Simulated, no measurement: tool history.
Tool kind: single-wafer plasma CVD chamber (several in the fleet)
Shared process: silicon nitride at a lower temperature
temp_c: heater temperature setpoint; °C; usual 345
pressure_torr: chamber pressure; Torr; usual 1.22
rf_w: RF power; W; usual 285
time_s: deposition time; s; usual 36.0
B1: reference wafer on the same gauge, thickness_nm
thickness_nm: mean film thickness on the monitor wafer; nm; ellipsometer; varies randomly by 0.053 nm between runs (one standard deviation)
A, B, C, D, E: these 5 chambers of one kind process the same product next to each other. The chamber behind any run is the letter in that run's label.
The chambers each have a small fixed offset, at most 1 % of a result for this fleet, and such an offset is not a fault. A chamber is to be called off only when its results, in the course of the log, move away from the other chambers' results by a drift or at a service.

{"run": "1B", "hour": 7.7, "temp_c": 345, "pressure_torr": 1.22, "rf_w": 285, "time_s": 36.0, "B1": 33.814, "thickness_nm": 37.864}
{"run": "2C", "hour": 15.0, "temp_c": 345, "pressure_torr": 1.22, "rf_w": 285, "time_s": 36.0, "B1": 33.798, "thickness_nm": 38.105}
{"run": "3E", "hour": 23.8, "temp_c": 345, "pressure_torr": 1.22, "rf_w": 285, "time_s": 36.0, "B1": 33.814, "thickness_nm": 37.762}
{"run": "4A", "hour": 35.1, "temp_c": 345, "pressure_torr": 1.22, "rf_w": 285, "time_s": 36.0, "B1": 33.814, "thickness_nm": 37.974}
{"run": "5D", "hour": 45.5, "temp_c": 345, "pressure_torr": 1.22, "rf_w": 285, "time_s": 36.0, "B1": 33.83, "thickness_nm": 38.335}
{"hour": 49.3, "done": "chamber D: RF generator calibrated"}
{"run": "6E", "hour": 57.5, "temp_c": 345, "pressure_torr": 1.22, "rf_w": 285, "time_s": 36.0, "B1": 33.814, "thickness_nm": 37.821}
{"run": "7D", "hour": 66.8, "temp_c": 345, "pressure_torr": 1.22, "rf_w": 285, "time_s": 36.0, "B1": 33.828, "thickness_nm": 38.121}
{"run": "8A", "hour": 75.0, "temp_c": 345, "pressure_torr": 1.1, "rf_w": 285, "time_s": 36.0, "B1": 33.845, "thickness_nm": 36.832}
{"run": "9B", "hour": 82.5, "temp_c": 345, "pressure_torr": 1.1, "rf_w": 285, "time_s": 36.0, "B1": 33.829, "thickness_nm": 36.667}
{"hour": 86.4, "done": "chamber C: capacitance manometer re-zeroed and calibrated"}
{"run": "10C", "hour": 92.2, "temp_c": 345, "pressure_torr": 1.1, "rf_w": 285, "time_s": 36.0, "B1": 33.838, "thickness_nm": 36.876}
{"run": "11C", "hour": 98.6, "temp_c": 345, "pressure_torr": 1.1, "rf_w": 285, "time_s": 36.0, "B1": 33.846, "thickness_nm": 36.937}
{"run": "12A", "hour": 111.4, "temp_c": 345, "pressure_torr": 1.1, "rf_w": 285, "time_s": 36.0, "B1": 33.85, "thickness_nm": 36.876}
{"run": "13E", "hour": 120.1, "temp_c": 345, "pressure_torr": 1.22, "rf_w": 285, "time_s": 36.0, "B1": 33.86, "thickness_nm": 37.796}
{"run": "14D", "hour": 130.1, "temp_c": 345, "pressure_torr": 1.22, "rf_w": 285, "time_s": 36.0, "B1": 33.846, "thickness_nm": 38.233}
{"hour": 134.4, "done": "chamber D: thermocouple changed; heater temperature recalibrated"}
{"run": "15B", "hour": 143.3, "temp_c": 345, "pressure_torr": 1.22, "rf_w": 260, "time_s": 36.0, "B1": 33.855, "thickness_nm": 35.628}
{"hour": 155.7, "done": "chamber E: capacitance manometer re-zeroed and calibrated"}
{"run": "16B", "hour": 157.0, "temp_c": 345, "pressure_torr": 1.22, "rf_w": 260, "time_s": 36.0, "B1": 33.871, "thickness_nm": 35.658}
{"run": "17C", "hour": 170.1, "temp_c": 345, "pressure_torr": 1.22, "rf_w": 260, "time_s": 36.0, "B1": 33.873, "thickness_nm": 35.853}
{"run": "18E", "hour": 177.5, "temp_c": 345, "pressure_torr": 1.22, "rf_w": 260, "time_s": 36.0, "B1": 33.874, "thickness_nm": 35.548}
{"run": "19A", "hour": 191.0, "temp_c": 345, "pressure_torr": 1.22, "rf_w": 260, "time_s": 36.0, "B1": 33.867, "thickness_nm": 35.719}
{"hour": 199.2, "done": "chamber E: RF generator calibrated"}
{"run": "20D", "hour": 201.7, "temp_c": 345, "pressure_torr": 1.22, "rf_w": 285, "time_s": 36.0, "B1": 33.876, "thickness_nm": 38.344}
{"run": "21A", "hour": 210.4, "temp_c": 345, "pressure_torr": 1.22, "rf_w": 285, "time_s": 36.0, "B1": 33.885, "thickness_nm": 38.095}
{"run": "22E", "hour": 223.8, "temp_c": 345, "pressure_torr": 1.22, "rf_w": 240, "time_s": 30.6, "B1": 33.903, "thickness_nm": 28.637}
{"run": "23C", "hour": 236.0, "temp_c": 345, "pressure_torr": 1.22, "rf_w": 240, "time_s": 30.6, "B1": 33.896, "thickness_nm": 28.824}
{"run": "24B", "hour": 245.2, "temp_c": 345, "pressure_torr": 1.22, "rf_w": 240, "time_s": 30.6, "B1": 33.917, "thickness_nm": 28.599}
{"run": "25D", "hour": 251.7, "temp_c": 345, "pressure_torr": 1.22, "rf_w": 240, "time_s": 30.6, "B1": 33.911, "thickness_nm": 28.996}
{"run": "26C", "hour": 260.5, "temp_c": 345, "pressure_torr": 1.22, "rf_w": 240, "time_s": 30.6, "B1": 33.925, "thickness_nm": 28.791}
{"run": "27B", "hour": 267.1, "temp_c": 345, "pressure_torr": 1.22, "rf_w": 285, "time_s": 36.0, "B1": 33.898, "thickness_nm": 37.96}
{"run": "28E", "hour": 275.4, "temp_c": 345, "pressure_torr": 1.22, "rf_w": 285, "time_s": 36.0, "B1": 33.912, "thickness_nm": 37.774}
{"run": "29A", "hour": 285.8, "temp_c": 345, "pressure_torr": 1.22, "rf_w": 285, "time_s": 36.0, "B1": 33.93, "thickness_nm": 38.151}
{"run": "30D", "hour": 297.3, "temp_c": 345, "pressure_torr": 1.22, "rf_w": 285, "time_s": 36.0, "B1": 33.927, "thickness_nm": 38.435}
{"hour": 304.1, "done": "chamber A: capacitance manometer re-zeroed and calibrated"}
{"hour": 305.7, "done": "chamber B: capacitance manometer re-zeroed and calibrated"}
{"run": "31D", "hour": 309.5, "temp_c": 345, "pressure_torr": 1.22, "rf_w": 285, "time_s": 36.0, "B1": 33.929, "thickness_nm": 38.328}
{"hour": 315.5, "done": "chamber C: RF generator calibrated"}
{"run": "32A", "hour": 320.2, "temp_c": 345, "pressure_torr": 1.22, "rf_w": 285, "time_s": 36.0, "B1": 33.937, "thickness_nm": 38.086}
{"run": "33B", "hour": 328.4, "temp_c": 345, "pressure_torr": 1.22, "rf_w": 285, "time_s": 36.0, "B1": 33.941, "thickness_nm": 38.048}
{"hour": 337.0, "done": "chamber C: thermocouple changed; heater temperature recalibrated"}
{"run": "34E", "hour": 339.1, "temp_c": 345, "pressure_torr": 1.11, "rf_w": 285, "time_s": 36.0, "B1": 33.946, "thickness_nm": 36.865}
{"run": "35C", "hour": 346.5, "temp_c": 345, "pressure_torr": 1.11, "rf_w": 285, "time_s": 36.0, "B1": 33.949, "thickness_nm": 37.17}
{"run": "36A", "hour": 358.5, "temp_c": 345, "pressure_torr": 1.11, "rf_w": 285, "time_s": 36.0, "B1": 33.964, "thickness_nm": 37.084}
{"run": "37C", "hour": 367.2, "temp_c": 345, "pressure_torr": 1.11, "rf_w": 285, "time_s": 36.0, "B1": 33.947, "thickness_nm": 37.266}
{"run": "38B", "hour": 373.7, "temp_c": 345, "pressure_torr": 1.11, "rf_w": 285, "time_s": 36.0, "B1": 33.958, "thickness_nm": 36.949}
{"run": "39D", "hour": 381.8, "temp_c": 345, "pressure_torr": 1.22, "rf_w": 285, "time_s": 36.0, "B1": 33.963, "thickness_nm": 38.367}
{"run": "40E", "hour": 391.2, "temp_c": 345, "pressure_torr": 1.22, "rf_w": 285, "time_s": 36.0, "B1": 33.962, "thickness_nm": 37.923}
{"run": "41B", "hour": 403.7, "temp_c": 345, "pressure_torr": 1.47, "rf_w": 285, "time_s": 36.0, "B1": 33.976, "thickness_nm": 40.123}
{"run": "42C", "hour": 414.4, "temp_c": 345, "pressure_torr": 1.47, "rf_w": 285, "time_s": 36.0, "B1": 33.975, "thickness_nm": 40.311}
{"run": "43E", "hour": 424.8, "temp_c": 345, "pressure_torr": 1.47, "rf_w": 285, "time_s": 36.0, "B1": 33.992, "thickness_nm": 39.971}
{"run": "44A", "hour": 433.4, "temp_c": 345, "pressure_torr": 1.47, "rf_w": 285, "time_s": 36.0, "B1": 33.989, "thickness_nm": 40.403}

All 5 chambers run these settings next. Forecast each chamber's results:
{"run": "45A", "hour": 443.2, "temp_c": 345, "pressure_torr": 1.22, "rf_w": 285, "time_s": 36.0, "thickness_nm": "?"}
{"run": "45B", "hour": 443.2, "temp_c": 345, "pressure_torr": 1.22, "rf_w": 285, "time_s": 36.0, "thickness_nm": "?"}
{"run": "45C", "hour": 443.2, "temp_c": 345, "pressure_torr": 1.22, "rf_w": 285, "time_s": 36.0, "thickness_nm": "?"}
{"run": "45D", "hour": 443.2, "temp_c": 345, "pressure_torr": 1.22, "rf_w": 285, "time_s": 36.0, "thickness_nm": "?"}
{"run": "45E", "hour": 443.2, "temp_c": 345, "pressure_torr": 1.22, "rf_w": 285, "time_s": 36.0, "thickness_nm": "?"}

run=45A thickness_nm=38.143
run=45B thickness_nm=38.061
run=45C thickness_nm=38.331
run=45D thickness_nm=38.374
run=45E thickness_nm=38.009
